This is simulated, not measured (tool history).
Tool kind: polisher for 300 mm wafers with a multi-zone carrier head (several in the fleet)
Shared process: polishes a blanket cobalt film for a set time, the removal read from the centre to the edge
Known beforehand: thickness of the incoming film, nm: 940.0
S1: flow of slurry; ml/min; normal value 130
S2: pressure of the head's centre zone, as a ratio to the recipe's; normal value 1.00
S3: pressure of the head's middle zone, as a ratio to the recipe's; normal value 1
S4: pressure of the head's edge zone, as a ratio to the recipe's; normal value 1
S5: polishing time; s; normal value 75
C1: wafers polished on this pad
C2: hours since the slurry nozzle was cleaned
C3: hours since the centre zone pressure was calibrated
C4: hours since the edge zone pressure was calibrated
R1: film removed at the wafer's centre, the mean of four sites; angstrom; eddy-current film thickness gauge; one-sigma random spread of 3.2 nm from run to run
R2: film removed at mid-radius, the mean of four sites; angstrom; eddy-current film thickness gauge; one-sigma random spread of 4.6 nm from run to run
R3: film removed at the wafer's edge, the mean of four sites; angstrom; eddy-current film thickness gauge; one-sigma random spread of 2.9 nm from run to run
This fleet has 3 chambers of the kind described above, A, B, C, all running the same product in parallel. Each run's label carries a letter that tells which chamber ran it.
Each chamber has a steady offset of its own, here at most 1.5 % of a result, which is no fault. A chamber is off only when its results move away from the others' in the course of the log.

run	hour	S1	S2	S3	S4	S5	C1	C2	C3	C4	R1	R2	R3
1A	3.9	130	1.00	1	1	75	556	243.1	55.0	146.1	3546.0	3628.0	3679.9
2C	9.2	130	1.00	1	1	75	580	71.4	786.3	480.8	3631.2	3639.5	3647.1
3B	13.6	130	1.00	1	1	75	1018	181.3	651.2	543.1	3711.7	3661.6	3597.3
4B	18.1	130	1.00	1	1	75	1071	185.8	655.7	547.6	3628.8	3646.5	3598.1
5A	22.2	130	1.00	1	1	75	771	261.4	73.3	164.4	3578.5	3576.9	3582.6
# hour 25.4: chamber B: worn pad replaced by a new one
6C	25.4	130	1.00	1	1	75	771	87.6	802.5	497.0	3587.8	3709.7	3607.6
7B	31.1	130	1.00	1	1	75	67	198.8	668.7	560.6	3705.5	3655.8	3620.2
8C	37.4	130	1.00	1	1	75	912	99.6	814.5	509.0	3613.9	3654.7	3579.7
9A	42.1	130	1.00	1	1	75	1006	281.3	93.2	184.3	3553.5	3637.2	3606.1
10A	47.3	130	1.00	1	1	75	1067	286.5	98.4	189.5	3654.3	3635.8	3601.2
# hour 53.3: chamber A: worn pad replaced by a new one
11B	53.4	130	1.08	1	1	87	330	221.1	691.0	582.9	4572.9	4209.0	4252.9
12C	59.8	130	1.08	1	1	87	1176	122.0	836.9	531.4	4445.7	4217.8	4160.1
13B	64.2	130	1.08	1	1	87	457	231.9	701.8	593.7	4558.1	4238.4	4180.3
# hour 64.6: chamber A: slurry nozzle cleaned
14A	68.6	130	1.00	1	1	75	180	4.1	119.7	210.8	3575.4	3584.7	3540.9
15C	71.7	130	0.93	1	1	75	1317	133.9	848.8	543.3	3234.8	3577.1	3500.7
16A	75.0	130	0.93	1	1	75	256	10.5	126.1	217.2	3297.4	3580.2	3606.6
17B	80.0	130	0.93	1	1	75	644	247.7	717.6	609.5	3396.7	3629.9	3600.5
18C	85.6	130	1.00	1	1	75	1480	147.8	862.7	557.2	3496.5	3511.1	3487.5
# hour 91.1: chamber C: centre zone pressure recalibrated
19B	92.3	130	1.00	1	1	75	788	260.0	729.9	621.8	3644.2	3549.1	3594.3
20A	98.1	130	1.00	1	1	75	528	33.6	149.2	240.3	3615.5	3602.5	3624.6
21C	102.7	130	1.00	1	1	75	1682	164.9	11.6	574.3	3456.2	3430.5	3434.7
22B	108.5	130	1.00	1	1	75	979	276.2	746.1	638.0	3588.7	3611.2	3656.4
23A	114.3	130	1.00	1	1	75	719	49.8	165.4	256.5	3557.5	3715.4	3627.9
24C	120.8	130	1.00	1	1	75	1895	183.0	29.7	592.4	3411.2	3420.2	3385.5
# hour 120.9: chamber B: centre zone pressure recalibrated
# hour 121.5: chamber B: slurry nozzle cleaned
25B	126.3	130	1.00	1	1	75	1189	4.8	5.4	655.8	3623.4	3613.2	3610.2
26C	131.6	130	1.00	1	1	75	2022	193.8	40.5	603.2	3386.2	3425.7	3336.4
# hour 134.7: chamber B: worn pad replaced by a new one
27A	135.7	95	1.00	1	1	58	971	71.2	186.8	277.9	2520.6	2588.7	2662.0
28B	139.1	95	1.00	1	1	58	52	17.6	18.2	668.6	2597.6	2652.7	2639.8
# hour 141.9: chamber A: edge zone pressure recalibrated
29A	142.6	95	1.00	1	1	58	1052	78.1	193.7	0.7	2531.8	2587.7	2636.3
30C	146.2	130	1.00	1	1	75	2194	208.4	55.1	617.8	3356.4	3431.4	3348.9
31A	150.1	130	1.00	1	1	75	1141	85.6	201.2	8.2	3636.7	3580.7	3628.0
# hour 151.9: chamber A: worn pad replaced by a new one
32C	154.3	130	1.00	1	1	75	2290	216.5	63.2	625.9	3356.4	3374.2	3323.4
33B	161.1	130	1.00	1	1	75	311	39.6	40.2	690.6	3663.3	3685.7	3620.1
34C	165.5	130	1.00	1	1	75	2422	227.7	74.4	637.1	3313.5	3341.6	3305.9
35A	170.7	130	1.00	1	1	75	222	106.2	221.8	28.8	3583.4	3550.5	3624.2
36B	173.9	110	1.00	1	1	75	462	52.4	53.0	703.4	3451.5	3512.2	3493.0
37B	180.4	110	1.00	1	1	75	539	58.9	59.5	709.9	3437.9	3532.0	3465.2

All 3 chambers run these settings next. Forecast each chamber's results:
38A	185.3	130	1.00	1	1	75					?	?	?
38B	185.3	130	1.00	1	1	75					?	?	?
38C	185.3	130	1.00	1	1	75					?	?	?

run	R1	R2	R3
38A	3555.2	3628.2	3575.7
38B	3628.3	3661.5	3588.9
38C	3265.8	3346.0	3255.9
